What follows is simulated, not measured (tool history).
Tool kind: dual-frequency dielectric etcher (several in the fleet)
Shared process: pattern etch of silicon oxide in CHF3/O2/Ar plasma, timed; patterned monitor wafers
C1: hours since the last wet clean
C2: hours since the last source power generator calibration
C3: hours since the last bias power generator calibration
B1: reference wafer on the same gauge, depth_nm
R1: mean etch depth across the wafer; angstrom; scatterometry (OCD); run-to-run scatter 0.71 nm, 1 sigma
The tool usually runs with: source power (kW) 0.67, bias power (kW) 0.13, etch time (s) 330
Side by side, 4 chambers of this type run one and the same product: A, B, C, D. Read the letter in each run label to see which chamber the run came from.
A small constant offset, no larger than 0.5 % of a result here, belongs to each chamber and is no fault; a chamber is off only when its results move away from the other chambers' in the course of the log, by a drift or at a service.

At day 0.171: chamber C: wet clean of the chamber.
Run 1D, day 0.267: usual settings; C1 550.4; C2 230; C3 624.4; B1 563. Result: R1 6112.4 angstrom.
Run 2A, day 0.567: usual settings; C1 291.2; C2 1445; C3 3446.7; B1 563.08. Result: R1 6105.5 angstrom.
Run 3C, day 1.15: usual settings; C1 23.6; C2 609.3; C3 2144.7; B1 563.36. Result: R1 6091.7 angstrom.
Run 4B, day 1.667: usual settings; C1 259.1; C2 2279.5; C3 1593; B1 563.31. Result: R1 6114.7 angstrom.
Run 5B, day 2.075: usual settings; C1 268.9; C2 2289.3; C3 1602.8; B1 563.55. Result: R1 6114.9 angstrom.
Run 6A, day 2.417: usual settings; C1 335.6; C2 1489.4; C3 3491.1; B1 563.54. Result: R1 6116.3 angstrom.
Run 7C, day 2.921: usual settings; C1 66.1; C2 651.8; C3 2187.2; B1 563.51. Result: R1 6109.9 angstrom.
Run 8D, day 3.45: usual settings; C1 626.8; C2 306.4; C3 700.8; B1 563.81. Result: R1 6125.9 angstrom.
Run 9B, day 3.962: usual settings; C1 314.2; C2 2334.6; C3 1648.1; B1 563.57. Result: R1 6123.3 angstrom.
Run 10A, day 4.312: usual settings; C1 381.1; C2 1534.9; C3 3536.6; B1 563.87. Result: R1 6129.8 angstrom.
Run 11D, day 4.642: usual settings; C1 655.4; C2 335; C3 729.4; B1 563.84. Result: R1 6124.7 angstrom.
At day 4.779: chamber D: wet clean of the chamber.
Run 12C, day 4.925: usual settings; C1 114.2; C2 699.9; C3 2235.3; B1 563.89. Result: R1 6107 angstrom.
At day 5.208: chamber B: wet clean of the chamber.
Run 13B, day 5.312: usual settings; C1 2.5; C2 2367; C3 1680.5; B1 563.96. Result: R1 6127.5 angstrom.
Run 14D, day 5.829: usual settings; C1 25.3; C2 363.5; C3 757.9; B1 564.28. Result: R1 6126.6 angstrom.
At day 6.05: chamber A: source power generator calibrated.
Run 15A, day 6.262: usual settings; C1 427.9; C2 5.2; C3 3583.4; B1 564.07. Result: R1 6116 angstrom.
Run 16C, day 6.654: usual settings; C1 155.7; C2 741.4; C3 2276.8; B1 564.24. Result: R1 6108.1 angstrom.
Run 17B, day 7: usual settings; C1 43; C2 2407.5; C3 1721; B1 564.38. Result: R1 6130.8 angstrom.
Run 18D, day 7.592: usual settings; C1 67.6; C2 405.8; C3 800.2; B1 564.29. Result: R1 6124.8 angstrom.
At day 8.012: chamber A: wet clean of the chamber.
Run 19A, day 8.167: usual settings; C1 3.8; C2 50.9; C3 3629.1; B1 564.53. Result: R1 6127.1 angstrom.
Run 20C, day 8.642: usual settings; C1 203.4; C2 789.1; C3 2324.5; B1 564.59. Result: R1 6115.7 angstrom.
Run 21A, day 9.104: usual settings; C1 26.3; C2 73.4; C3 3651.6; B1 564.55. Result: R1 6123.8 angstrom.
Run 22C, day 9.362: usual settings; C1 220.7; C2 806.4; C3 2341.8; B1 564.73. Result: R1 6126.5 angstrom.
Run 23B, day 9.862: usual settings; C1 111.7; C2 2476.2; C3 1789.7; B1 564.83. Result: R1 6144.2 angstrom.
Run 24D, day 10.312: usual settings; C1 132.9; C2 471.1; C3 865.5; B1 564.93. Result: R1 6134.9 angstrom.
Run 25C, day 10.883: usual settings; C1 257.2; C2 842.9; C3 2378.3; B1 564.87. Result: R1 6120.7 angstrom.
Run 26D, day 11.412: usual settings; C1 159.3; C2 497.5; C3 891.9; B1 565.13. Result: R1 6119.4 angstrom.
Run 27A, day 11.775: usual settings; C1 90.4; C2 137.5; C3 3715.7; B1 565.18. Result: R1 6122.1 angstrom.
Run 28B, day 12.062: usual settings; C1 164.5; C2 2529; C3 1842.5; B1 565.28. Result: R1 6156.2 angstrom.
Run 29D, day 12.338: usual settings; C1 181.5; C2 519.7; C3 914.1; B1 565.43. Result: R1 6125.8 angstrom.
Run 30C, day 12.767: usual settings; C1 302.4; C2 888.1; C3 2423.5; B1 565.37. Result: R1 6126.8 angstrom.
Run 31A, day 13.154: usual settings; C1 123.5; C2 170.6; C3 3748.8; B1 565.46. Result: R1 6132.1 angstrom.
Run 32B, day 13.512: usual settings; C1 199.3; C2 2563.8; C3 1877.3; B1 565.32. Result: R1 6151.7 angstrom.
Run 33A, day 13.992: usual settings; C1 143.6; C2 190.7; C3 3768.9; B1 565.34. Result: R1 6147.6 angstrom.

All 4 chambers run these settings next. Forecast each chamber's results:
Run 34A, day 14.417: usual settings. Result: R1 ?.
Run 34B, day 14.417: usual settings. Result: R1 ?.
Run 34C, day 14.417: usual settings. Result: R1 ?.
Run 34D, day 14.417: usual settings. Result: R1 ?.

run      R1
34A  6131.3
34B  6162.8
34C  6131.6
34D  6147.7
